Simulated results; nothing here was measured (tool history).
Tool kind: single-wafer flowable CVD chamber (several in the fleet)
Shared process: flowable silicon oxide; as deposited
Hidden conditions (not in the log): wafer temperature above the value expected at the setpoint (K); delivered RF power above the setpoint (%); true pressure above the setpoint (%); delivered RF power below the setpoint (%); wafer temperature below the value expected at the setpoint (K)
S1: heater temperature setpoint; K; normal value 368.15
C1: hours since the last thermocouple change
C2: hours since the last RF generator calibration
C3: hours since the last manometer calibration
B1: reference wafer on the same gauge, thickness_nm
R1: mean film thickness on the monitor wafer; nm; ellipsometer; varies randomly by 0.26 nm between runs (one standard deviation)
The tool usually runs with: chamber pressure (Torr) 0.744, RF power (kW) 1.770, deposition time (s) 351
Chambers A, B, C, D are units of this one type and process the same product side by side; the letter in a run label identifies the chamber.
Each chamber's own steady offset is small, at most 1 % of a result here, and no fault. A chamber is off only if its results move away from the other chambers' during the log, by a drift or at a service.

run 1B hour=6.5 | S1=368.15 chamber_pressure_(Torr)=0.744 RF_power_(kW)=1.770 deposition_time_(s)=351 | C1=1244.1 C2=188.2 C3=1658.3 | B1=204.96 | R1=223.38
run 2A hour=14.7 | S1=368.15 chamber_pressure_(Torr)=0.744 RF_power_(kW)=1.770 deposition_time_(s)=351 | C1=682.1 C2=576.6 C3=1007.0 | B1=204.99 | R1=221.88
run 3C hour=20.8 | S1=368.15 chamber_pressure_(Torr)=0.744 RF_power_(kW)=1.770 deposition_time_(s)=351 | C1=948.9 C2=1715.1 C3=1886.7 | B1=204.95 | R1=223.50
run 4D hour=27.6 | S1=368.15 chamber_pressure_(Torr)=0.744 RF_power_(kW)=1.770 deposition_time_(s)=351 | C1=571.0 C2=1009.3 C3=82.4 | B1=204.89 | R1=223.35
run 5C hour=32.0 | S1=368.15 chamber_pressure_(Torr)=0.744 RF_power_(kW)=1.770 deposition_time_(s)=351 | C1=960.1 C2=1726.3 C3=1897.9 | B1=204.84 | R1=222.93
run 6D hour=40.7 | S1=373.15 chamber_pressure_(Torr)=0.744 RF_power_(kW)=1.555 deposition_time_(s)=351 | C1=584.1 C2=1022.4 C3=95.5 | B1=204.85 | R1=182.98
run 7A hour=48.1 | S1=373.15 chamber_pressure_(Torr)=0.744 RF_power_(kW)=1.555 deposition_time_(s)=351 | C1=715.5 C2=610.0 C3=1040.4 | B1=204.83 | R1=181.38
run 8B hour=55.3 | S1=373.15 chamber_pressure_(Torr)=0.744 RF_power_(kW)=1.555 deposition_time_(s)=351 | C1=1292.9 C2=237.0 C3=1707.1 | B1=204.86 | R1=182.95
run 9A hour=60.5 | S1=373.15 chamber_pressure_(Torr)=0.744 RF_power_(kW)=1.555 deposition_time_(s)=351 | C1=727.9 C2=622.4 C3=1052.8 | B1=204.74 | R1=181.46
run 10D hour=68.2 | S1=368.15 chamber_pressure_(Torr)=0.744 RF_power_(kW)=1.770 deposition_time_(s)=351 | C1=611.6 C2=1049.9 C3=123.0 | B1=204.69 | R1=223.72
run 11C hour=75.4 | S1=375.15 chamber_pressure_(Torr)=0.744 RF_power_(kW)=1.770 deposition_time_(s)=351 | C1=1003.5 C2=1769.7 C3=1941.3 | B1=204.67 | R1=177.88
run 12B hour=80.2 | S1=375.15 chamber_pressure_(Torr)=0.744 RF_power_(kW)=1.770 deposition_time_(s)=351 | C1=1317.8 C2=261.9 C3=1732.0 | B1=204.70 | R1=176.17
run 13A hour=87.5 | S1=375.15 chamber_pressure_(Torr)=0.744 RF_power_(kW)=1.770 deposition_time_(s)=351 | C1=754.9 C2=649.4 C3=1079.8 | B1=204.72 | R1=175.67
run 14D hour=92.7 | S1=375.15 chamber_pressure_(Torr)=0.744 RF_power_(kW)=1.770 deposition_time_(s)=351 | C1=636.1 C2=1074.4 C3=147.5 | B1=204.69 | R1=177.17
run 15B hour=101.7 | S1=368.15 chamber_pressure_(Torr)=0.744 RF_power_(kW)=1.770 deposition_time_(s)=351 | C1=1339.3 C2=283.4 C3=1753.5 | B1=204.59 | R1=223.43
run 16C hour=110.0 | S1=368.15 chamber_pressure_(Torr)=0.744 RF_power_(kW)=1.770 deposition_time_(s)=351 | C1=1038.1 C2=1804.3 C3=1975.9 | B1=204.59 | R1=222.95
run 17A hour=115.0 | S1=368.15 chamber_pressure_(Torr)=0.744 RF_power_(kW)=1.770 deposition_time_(s)=351 | C1=782.4 C2=676.9 C3=1107.3 | B1=204.63 | R1=221.48
run 18B hour=123.4 | S1=363.15 chamber_pressure_(Torr)=0.744 RF_power_(kW)=1.770 deposition_time_(s)=412 | C1=1361.0 C2=305.1 C3=1775.2 | B1=204.57 | R1=309.93
run 19D hour=127.5 | S1=363.15 chamber_pressure_(Torr)=0.744 RF_power_(kW)=1.770 deposition_time_(s)=412 | C1=670.9 C2=1109.2 C3=182.3 | B1=204.51 | R1=309.14
run 20C hour=134.1 | S1=363.15 chamber_pressure_(Torr)=0.744 RF_power_(kW)=1.770 deposition_time_(s)=412 | C1=1062.2 C2=1828.4 C3=2000.0 | B1=204.53 | R1=309.25
run 21C hour=139.8 | S1=363.15 chamber_pressure_(Torr)=0.744 RF_power_(kW)=1.770 deposition_time_(s)=412 | C1=1067.9 C2=1834.1 C3=2005.7 | B1=204.45 | R1=309.11
run 22D hour=143.9 | S1=368.15 chamber_pressure_(Torr)=0.744 RF_power_(kW)=1.770 deposition_time_(s)=351 | C1=687.3 C2=1125.6 C3=198.7 | B1=204.48 | R1=222.88
run 23B hour=153.0 | S1=368.15 chamber_pressure_(Torr)=0.744 RF_power_(kW)=1.770 deposition_time_(s)=351 | C1=1390.6 C2=334.7 C3=1804.8 | B1=204.44 | R1=223.03
run 24A hour=160.1 | S1=368.15 chamber_pressure_(Torr)=0.744 RF_power_(kW)=1.770 deposition_time_(s)=351 | C1=827.5 C2=722.0 C3=1152.4 | B1=204.46 | R1=220.86
run 25D hour=168.7 | S1=368.15 chamber_pressure_(Torr)=0.744 RF_power_(kW)=1.770 deposition_time_(s)=351 | C1=712.1 C2=1150.4 C3=223.5 | B1=204.37 | R1=222.75
run 26A hour=173.8 | S1=368.15 chamber_pressure_(Torr)=0.744 RF_power_(kW)=1.770 deposition_time_(s)=351 | C1=841.2 C2=735.7 C3=1166.1 | B1=204.35 | R1=220.94
run 27B hour=183.0 | S1=368.15 chamber_pressure_(Torr)=0.744 RF_power_(kW)=1.770 deposition_time_(s)=351 | C1=1420.6 C2=364.7 C3=1834.8 | B1=204.35 | R1=222.44
run 28C hour=188.0 | S1=368.15 chamber_pressure_(Torr)=0.744 RF_power_(kW)=1.770 deposition_time_(s)=351 | C1=1116.1 C2=1882.3 C3=2053.9 | B1=204.34 | R1=223.06
run 29A hour=195.0 | S1=368.15 chamber_pressure_(Torr)=0.744 RF_power_(kW)=1.770 deposition_time_(s)=351 | C1=862.4 C2=756.9 C3=1187.3 | B1=204.27 | R1=220.92
run 30B hour=203.3 | S1=368.15 chamber_pressure_(Torr)=0.744 RF_power_(kW)=1.770 deposition_time_(s)=351 | C1=1440.9 C2=385.0 C3=1855.1 | B1=204.28 | R1=222.53
run 31D hour=208.3 | S1=368.15 chamber_pressure_(Torr)=0.841 RF_power_(kW)=1.770 deposition_time_(s)=322 | C1=751.7 C2=1190.0 C3=263.1 | B1=204.26 | R1=240.28
run 32C hour=214.0 | S1=368.15 chamber_pressure_(Torr)=0.841 RF_power_(kW)=1.770 deposition_time_(s)=322 | C1=1142.1 C2=1908.3 C3=2079.9 | B1=204.22 | R1=239.57
run 33D hour=222.9 | S1=368.15 chamber_pressure_(Torr)=0.841 RF_power_(kW)=1.770 deposition_time_(s)=322 | C1=766.3 C2=1204.6 C3=277.7 | B1=204.23 | R1=239.51
run 34B hour=227.3 | S1=368.15 chamber_pressure_(Torr)=0.841 RF_power_(kW)=1.770 deposition_time_(s)=322 | C1=1464.9 C2=409.0 C3=1879.1 | B1=204.24 | R1=240.60
-- hour=230.9 chamber C: capacitance manometer re-zeroed and calibrated
run 35A hour=232.7 | S1=368.15 chamber_pressure_(Torr)=0.744 RF_power_(kW)=1.770 deposition_time_(s)=351 | C1=900.1 C2=794.6 C3=1225.0 | B1=204.17 | R1=221.12
run 36C hour=240.8 | S1=368.15 chamber_pressure_(Torr)=0.744 RF_power_(kW)=1.770 deposition_time_(s)=351 | C1=1168.9 C2=1935.1 C3=9.9 | B1=204.16 | R1=223.11
run 37C hour=249.7 | S1=368.15 chamber_pressure_(Torr)=0.744 RF_power_(kW)=1.770 deposition_time_(s)=351 | C1=1177.8 C2=1944.0 C3=18.8 | B1=204.13 | R1=222.31
run 38B hour=253.8 | S1=368.15 chamber_pressure_(Torr)=0.744 RF_power_(kW)=1.770 deposition_time_(s)=351 | C1=1491.4 C2=435.5 C3=1905.6 | B1=204.09 | R1=223.03
run 39D hour=261.0 | S1=368.15 chamber_pressure_(Torr)=0.744 RF_power_(kW)=1.770 deposition_time_(s)=351 | C1=804.4 C2=1242.7 C3=315.8 | B1=204.10 | R1=222.85
run 40A hour=267.8 | S1=368.15 chamber_pressure_(Torr)=0.744 RF_power_(kW)=1.770 deposition_time_(s)=351 | C1=935.2 C2=829.7 C3=1260.1 | B1=204.10 | R1=220.51
run 41B hour=273.9 | S1=368.15 chamber_pressure_(Torr)=0.744 RF_power_(kW)=1.605 deposition_time_(s)=351 | C1=1511.5 C2=455.6 C3=1925.7 | B1=203.97 | R1=216.55

Has any chamber moved away from the others, gradually or after a service, or does the common gauge drift, or do the chambers differ only by their own small steady offsets? State the chamber and the most likely cause if one applies.

Every chamber seems to shift together because the gauge that measures them all drifts; the chambers themselves are fine.
What lies behind it: gauge reads low (%) = 0.487.
